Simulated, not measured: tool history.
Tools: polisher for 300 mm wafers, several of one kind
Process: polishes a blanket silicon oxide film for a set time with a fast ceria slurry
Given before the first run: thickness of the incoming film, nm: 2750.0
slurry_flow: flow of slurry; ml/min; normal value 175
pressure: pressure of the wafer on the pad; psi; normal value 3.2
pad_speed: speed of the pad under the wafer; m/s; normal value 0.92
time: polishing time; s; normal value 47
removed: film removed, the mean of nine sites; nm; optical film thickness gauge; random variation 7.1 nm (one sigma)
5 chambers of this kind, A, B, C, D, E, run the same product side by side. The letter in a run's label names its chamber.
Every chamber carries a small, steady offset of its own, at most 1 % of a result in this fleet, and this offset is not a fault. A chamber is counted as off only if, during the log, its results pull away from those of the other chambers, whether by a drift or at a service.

run	hour	slurry_flow	pressure	pad_speed	time	wafers polished on this pad	hours since the slurry nozzle was cleaned	hours since the head pressure was calibrated	removed
# hour 9.4: chamber C: worn pad replaced by a new one
1B	11.2	175	3.2	0.92	47	1018	161.3	429.9	723.23
2C	26.2	175	3.2	0.92	47	260	260.7	307.0	727.10
# hour 37.1: chamber B: worn pad replaced by a new one
3D	37.6	175	3.2	0.92	47	1300	589.9	472.5	725.21
# hour 39.1: chamber D: worn pad replaced by a new one
# hour 48.3: chamber E: slurry nozzle cleaned
4A	50.7	175	3.2	0.92	47	1256	123.9	997.0	706.03
# hour 59.2: chamber A: worn pad replaced by a new one
5E	63.3	175	3.2	0.92	47	1396	15.0	473.0	699.70
6B	70.9	230	3.6	0.92	47	522	221.0	489.6	833.07
# hour 75.9: chamber E: worn pad replaced by a new one
7A	80.1	230	3.6	0.92	47	323	153.3	1026.4	840.62
# hour 89.8: chamber D: slurry nozzle cleaned
8D	95.0	230	3.6	0.92	47	864	5.3	529.9	838.08
# hour 96.4: chamber B: head pressure recalibrated
9C	104.7	230	3.6	0.92	47	1474	339.2	385.5	841.98
# hour 116.9: chamber C: worn pad replaced by a new one
10E	116.9	230	3.6	0.92	47	634	68.6	526.6	825.35
11D	123.7	175	3.2	0.92	47	1308	34.0	558.6	721.39
# hour 124.1: chamber D: worn pad replaced by a new one
# hour 127.7: chamber B: worn pad replaced by a new one
12B	134.8	175	3.2	0.92	47	110	284.9	38.5	714.82
13C	146.5	175	3.7	0.92	47	458	381.0	427.3	834.85
# hour 151.2: chamber A: worn pad replaced by a new one
14A	161.4	175	3.7	0.92	47	158	234.6	1107.7	845.46
# hour 165.0: chamber E: worn pad replaced by a new one
15E	175.9	175	3.7	0.92	47	168	127.6	585.6	836.90
16B	185.4	175	3.7	0.92	47	892	335.5	89.1	815.61
17C	197.6	175	3.7	0.92	47	1248	432.1	478.4	842.27
18D	208.3	175	3.2	0.92	47	1301	118.6	643.2	718.02
# hour 218.0: chamber C: worn pad replaced by a new one
19A	222.4	175	3.2	0.92	47	1100	295.6	1168.7	740.56
# hour 229.5: chamber D: worn pad replaced by a new one
20E	229.9	175	3.2	0.80	32	1003	181.6	639.6	429.40
# hour 230.7: chamber B: worn pad replaced by a new one
21A	240.3	175	3.2	0.80	32	1377	313.5	1186.6	429.89
# hour 241.4: chamber A: slurry nozzle cleaned
# hour 242.8: chamber A: worn pad replaced by a new one
22D	254.7	175	3.2	0.80	32	389	165.0	689.6	430.58
# hour 261.7: chamber E: worn pad replaced by a new one
23E	269.3	175	3.2	0.80	32	117	221.0	679.0	422.66
# hour 278.9: chamber D: head pressure recalibrated
24B	282.0	175	3.2	0.80	32	793	432.1	185.7	417.51
25C	296.2	175	3.2	0.92	47	1209	530.7	577.0	725.59
26A	304.3	175	3.2	0.92	47	950	62.9	1250.6	756.10
27D	313.7	175	3.2	0.92	47	1301	224.0	34.9	727.26
# hour 319.6: chamber C: worn pad replaced by a new one
# hour 323.1: chamber D: worn pad replaced by a new one
# hour 323.3: chamber A: worn pad replaced by a new one
28E	328.1	175	3.2	0.92	47	1026	279.8	737.8	703.44
# hour 337.1: chamber B: worn pad replaced by a new one
29B	337.8	175	3.2	0.92	47	12	487.9	241.5	710.62
30C	349.1	175	3.2	0.92	47	456	583.6	629.9	725.86
31A	358.1	175	3.2	0.92	47	538	116.7	1304.4	752.60
# hour 358.2: chamber E: worn pad replaced by a new one
32D	365.4	175	3.2	0.92	47	654	275.7	86.6	741.49
33C	376.3	175	3.2	0.92	47	876	610.8	657.1	732.58
34E	388.4	175	3.2	0.92	47	466	340.1	798.1	708.62
35B	397.3	175	3.2	0.92	47	931	547.4	301.0	704.51
36E	407.9	175	3.2	0.92	47	768	359.6	817.6	725.11
# hour 408.4: chamber D: worn pad replaced by a new one
# hour 410.0: chamber A: worn pad replaced by a new one
37C	419.8	175	3.2	0.92	47	1549	654.3	700.6	722.69
# hour 430.6: chamber B: worn pad replaced by a new one
38B	432.1	200	4.1	0.92	47	23	582.2	335.8	939.31
39A	445.5	200	4.1	0.92	47	549	204.1	1391.8	1010.50
40D	458.2	200	4.1	0.92	47	769	368.5	179.4	937.87
41A	473.2	200	4.1	0.92	47	977	231.8	1419.5	1009.50

For the next run the whole fleet of 5 chambers uses the same settings. Give each chamber's results:
42A	484.1	175	3.2	0.92	47				?
42B	484.1	175	3.2	0.92	47				?
42C	484.1	175	3.2	0.92	47				?
42D	484.1	175	3.2	0.92	47				?
42E	484.1	175	3.2	0.92	47				?

run	removed
42A	785.27
42B	714.06
42C	722.74
42D	717.04
42E	704.66

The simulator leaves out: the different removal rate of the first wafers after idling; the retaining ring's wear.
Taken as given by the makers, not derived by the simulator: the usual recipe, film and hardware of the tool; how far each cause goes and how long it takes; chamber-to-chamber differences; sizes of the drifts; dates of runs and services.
